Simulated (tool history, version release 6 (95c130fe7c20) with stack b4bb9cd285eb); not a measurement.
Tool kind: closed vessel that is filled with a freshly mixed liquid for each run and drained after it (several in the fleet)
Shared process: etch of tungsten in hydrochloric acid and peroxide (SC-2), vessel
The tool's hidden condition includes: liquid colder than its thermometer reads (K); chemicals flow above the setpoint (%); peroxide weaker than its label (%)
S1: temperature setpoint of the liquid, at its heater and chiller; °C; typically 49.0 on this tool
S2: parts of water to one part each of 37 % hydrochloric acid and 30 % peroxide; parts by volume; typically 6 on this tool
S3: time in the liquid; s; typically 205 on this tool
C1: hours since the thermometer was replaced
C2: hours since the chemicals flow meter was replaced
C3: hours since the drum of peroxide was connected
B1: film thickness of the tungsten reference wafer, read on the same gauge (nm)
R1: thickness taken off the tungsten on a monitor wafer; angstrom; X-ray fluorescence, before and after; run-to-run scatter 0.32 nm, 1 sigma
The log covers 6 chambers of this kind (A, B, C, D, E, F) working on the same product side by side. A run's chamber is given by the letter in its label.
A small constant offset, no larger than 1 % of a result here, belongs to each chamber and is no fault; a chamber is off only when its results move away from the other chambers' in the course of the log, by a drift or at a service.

{"run": "1D", "hour": 5.7, "S1": 49.0, "S2": 6, "S3": 205, "C1": 286.8, "C2": 429.0, "C3": 111.2, "B1": 150.01, "R1": 501.55}
{"run": "2E", "hour": 12.7, "S1": 49.0, "S2": 6, "S3": 205, "C1": 115.0, "C2": 946.6, "C3": 280.3, "B1": 150.02, "R1": 501.91}
{"run": "3F", "hour": 18.5, "S1": 49.0, "S2": 6, "S3": 205, "C1": 381.9, "C2": 879.8, "C3": 233.7, "B1": 150.03, "R1": 505.29}
{"run": "4B", "hour": 30.0, "S1": 49.0, "S2": 6, "S3": 205, "C1": 1119.8, "C2": 472.5, "C3": 214.9, "B1": 150.05, "R1": 501.14}
{"hour": 32.6, "done": "chamber A: new drum of peroxide connected"}
{"run": "5C", "hour": 41.3, "S1": 39.5, "S2": 6, "S3": 310, "C1": 1919.4, "C2": 312.3, "C3": 786.0, "B1": 150.04, "R1": 397.45}
{"hour": 48.5, "done": "chamber E: new drum of peroxide connected"}
{"run": "6A", "hour": 54.1, "S1": 39.5, "S2": 6, "S3": 310, "C1": 1658.4, "C2": 1351.1, "C3": 21.5, "B1": 149.98, "R1": 400.15}
{"run": "7B", "hour": 64.6, "S1": 39.5, "S2": 6, "S3": 310, "C1": 1154.4, "C2": 507.1, "C3": 249.5, "B1": 150.01, "R1": 393.57}
{"run": "8E", "hour": 73.3, "S1": 39.5, "S2": 6, "S3": 310, "C1": 175.6, "C2": 1007.2, "C3": 24.8, "B1": 150.0, "R1": 394.39}
{"run": "9C", "hour": 82.7, "S1": 39.5, "S2": 6, "S3": 310, "C1": 1960.8, "C2": 353.7, "C3": 827.4, "B1": 149.94, "R1": 394.81}
{"hour": 83.3, "done": "chamber B: chemicals flow meter replaced"}
{"run": "10F", "hour": 92.0, "S1": 39.5, "S2": 6, "S3": 310, "C1": 455.4, "C2": 953.3, "C3": 307.2, "B1": 150.05, "R1": 396.56}
{"run": "11D", "hour": 98.4, "S1": 49.0, "S2": 6, "S3": 205, "C1": 379.5, "C2": 521.7, "C3": 203.9, "B1": 149.99, "R1": 504.19}
{"run": "12A", "hour": 108.4, "S1": 49.0, "S2": 6, "S3": 205, "C1": 1712.7, "C2": 1405.4, "C3": 75.8, "B1": 150.05, "R1": 509.02}
{"run": "13E", "hour": 119.3, "S1": 49.0, "S2": 6, "S3": 205, "C1": 221.6, "C2": 1053.2, "C3": 70.8, "B1": 150.0, "R1": 501.04}
{"run": "14C", "hour": 124.9, "S1": 49.0, "S2": 6, "S3": 205, "C1": 2003.0, "C2": 395.9, "C3": 869.6, "B1": 149.98, "R1": 502.34}
{"run": "15A", "hour": 132.5, "S1": 49.0, "S2": 6, "S3": 205, "C1": 1736.8, "C2": 1429.5, "C3": 99.9, "B1": 150.01, "R1": 509.2}
{"run": "16D", "hour": 143.2, "S1": 57.5, "S2": 6, "S3": 300, "C1": 424.3, "C2": 566.5, "C3": 248.7, "B1": 149.97, "R1": 1304.2}
{"run": "17F", "hour": 152.2, "S1": 57.5, "S2": 6, "S3": 300, "C1": 515.6, "C2": 1013.5, "C3": 367.4, "B1": 149.95, "R1": 1308.6}
{"run": "18B", "hour": 159.2, "S1": 57.5, "S2": 6, "S3": 300, "C1": 1249.0, "C2": 75.9, "C3": 344.1, "B1": 149.97, "R1": 1284.3}
{"run": "19A", "hour": 165.1, "S1": 57.5, "S2": 6, "S3": 300, "C1": 1769.4, "C2": 1462.1, "C3": 132.5, "B1": 150.0, "R1": 1278.3}
{"hour": 165.7, "done": "chamber C: thermometer replaced"}
{"run": "20B", "hour": 172.9, "S1": 57.5, "S2": 6, "S3": 300, "C1": 1262.7, "C2": 89.6, "C3": 357.8, "B1": 150.02, "R1": 1281.5}
{"run": "21D", "hour": 178.6, "S1": 57.5, "S2": 6, "S3": 300, "C1": 459.7, "C2": 601.9, "C3": 284.1, "B1": 149.98, "R1": 1284.5}
{"run": "22C", "hour": 184.4, "S1": 49.0, "S2": 6, "S3": 205, "C1": 18.8, "C2": 455.4, "C3": 929.1, "B1": 150.02, "R1": 502.32}
{"run": "23E", "hour": 193.2, "S1": 39.0, "S2": 6, "S3": 205, "C1": 295.5, "C2": 1127.1, "C3": 144.7, "B1": 150.02, "R1": 251.65}
{"run": "24F", "hour": 201.6, "S1": 39.0, "S2": 6, "S3": 205, "C1": 565.0, "C2": 1062.9, "C3": 416.8, "B1": 149.97, "R1": 252.92}
{"run": "25A", "hour": 209.2, "S1": 39.0, "S2": 6, "S3": 205, "C1": 1813.5, "C2": 1506.2, "C3": 176.6, "B1": 149.99, "R1": 255.63}
{"run": "26B", "hour": 219.1, "S1": 39.0, "S2": 6, "S3": 205, "C1": 1308.9, "C2": 135.8, "C3": 404.0, "B1": 150.04, "R1": 254.03}
{"run": "27E", "hour": 229.4, "S1": 39.0, "S2": 6, "S3": 205, "C1": 331.7, "C2": 1163.3, "C3": 180.9, "B1": 150.02, "R1": 252.34}
{"run": "28D", "hour": 238.8, "S1": 39.0, "S2": 6, "S3": 205, "C1": 519.9, "C2": 662.1, "C3": 344.3, "B1": 150.01, "R1": 250.41}
{"hour": 242.6, "done": "chamber F: chemicals flow meter replaced"}
{"run": "29C", "hour": 250.1, "S1": 49.0, "S2": 6, "S3": 205, "C1": 84.5, "C2": 521.1, "C3": 994.8, "B1": 149.96, "R1": 504.07}
{"run": "30F", "hour": 261.4, "S1": 49.0, "S2": 6, "S3": 205, "C1": 624.8, "C2": 18.8, "C3": 476.6, "B1": 149.92, "R1": 503.31}
{"run": "31B", "hour": 273.0, "S1": 49.0, "S2": 6, "S3": 205, "C1": 1362.8, "C2": 189.7, "C3": 457.9, "B1": 149.99, "R1": 506.81}
{"run": "32E", "hour": 285.5, "S1": 52.5, "S2": 6, "S3": 205, "C1": 387.8, "C2": 1219.4, "C3": 237.0, "B1": 150.01, "R1": 633.84}
{"run": "33A", "hour": 297.4, "S1": 52.5, "S2": 6, "S3": 205, "C1": 1901.7, "C2": 1594.4, "C3": 264.8, "B1": 150.03, "R1": 639.49}
{"run": "34C", "hour": 307.1, "S1": 52.5, "S2": 6, "S3": 205, "C1": 141.5, "C2": 578.1, "C3": 1051.8, "B1": 150.03, "R1": 634.51}
{"hour": 310.3, "done": "chamber F: thermometer replaced"}
{"run": "35D", "hour": 316.4, "S1": 52.5, "S2": 6, "S3": 205, "C1": 597.5, "C2": 739.7, "C3": 421.9, "B1": 150.0, "R1": 644.56}
{"run": "36F", "hour": 327.1, "S1": 52.5, "S2": 6, "S3": 205, "C1": 16.8, "C2": 84.5, "C3": 542.3, "B1": 149.98, "R1": 642.21}
{"run": "37D", "hour": 337.9, "S1": 52.5, "S2": 6, "S3": 205, "C1": 619.0, "C2": 761.2, "C3": 443.4, "B1": 149.97, "R1": 639.17}
{"run": "38B", "hour": 347.9, "S1": 49.0, "S2": 6, "S3": 205, "C1": 1437.7, "C2": 264.6, "C3": 532.8, "B1": 149.98, "R1": 506.27}
{"run": "39C", "hour": 353.6, "S1": 53.0, "S2": 6, "S3": 295, "C1": 188.0, "C2": 624.6, "C3": 1098.3, "B1": 149.97, "R1": 937.59}

Read the log: is a single chamber off, either drifting away or since a service, is the gauge that measures every chamber drifting, or is nothing wrong beyond small per-chamber offsets? Name any odd chamber and what most likely caused it.

No chamber stands off beyond its own small offset, and the gauge holds steady.

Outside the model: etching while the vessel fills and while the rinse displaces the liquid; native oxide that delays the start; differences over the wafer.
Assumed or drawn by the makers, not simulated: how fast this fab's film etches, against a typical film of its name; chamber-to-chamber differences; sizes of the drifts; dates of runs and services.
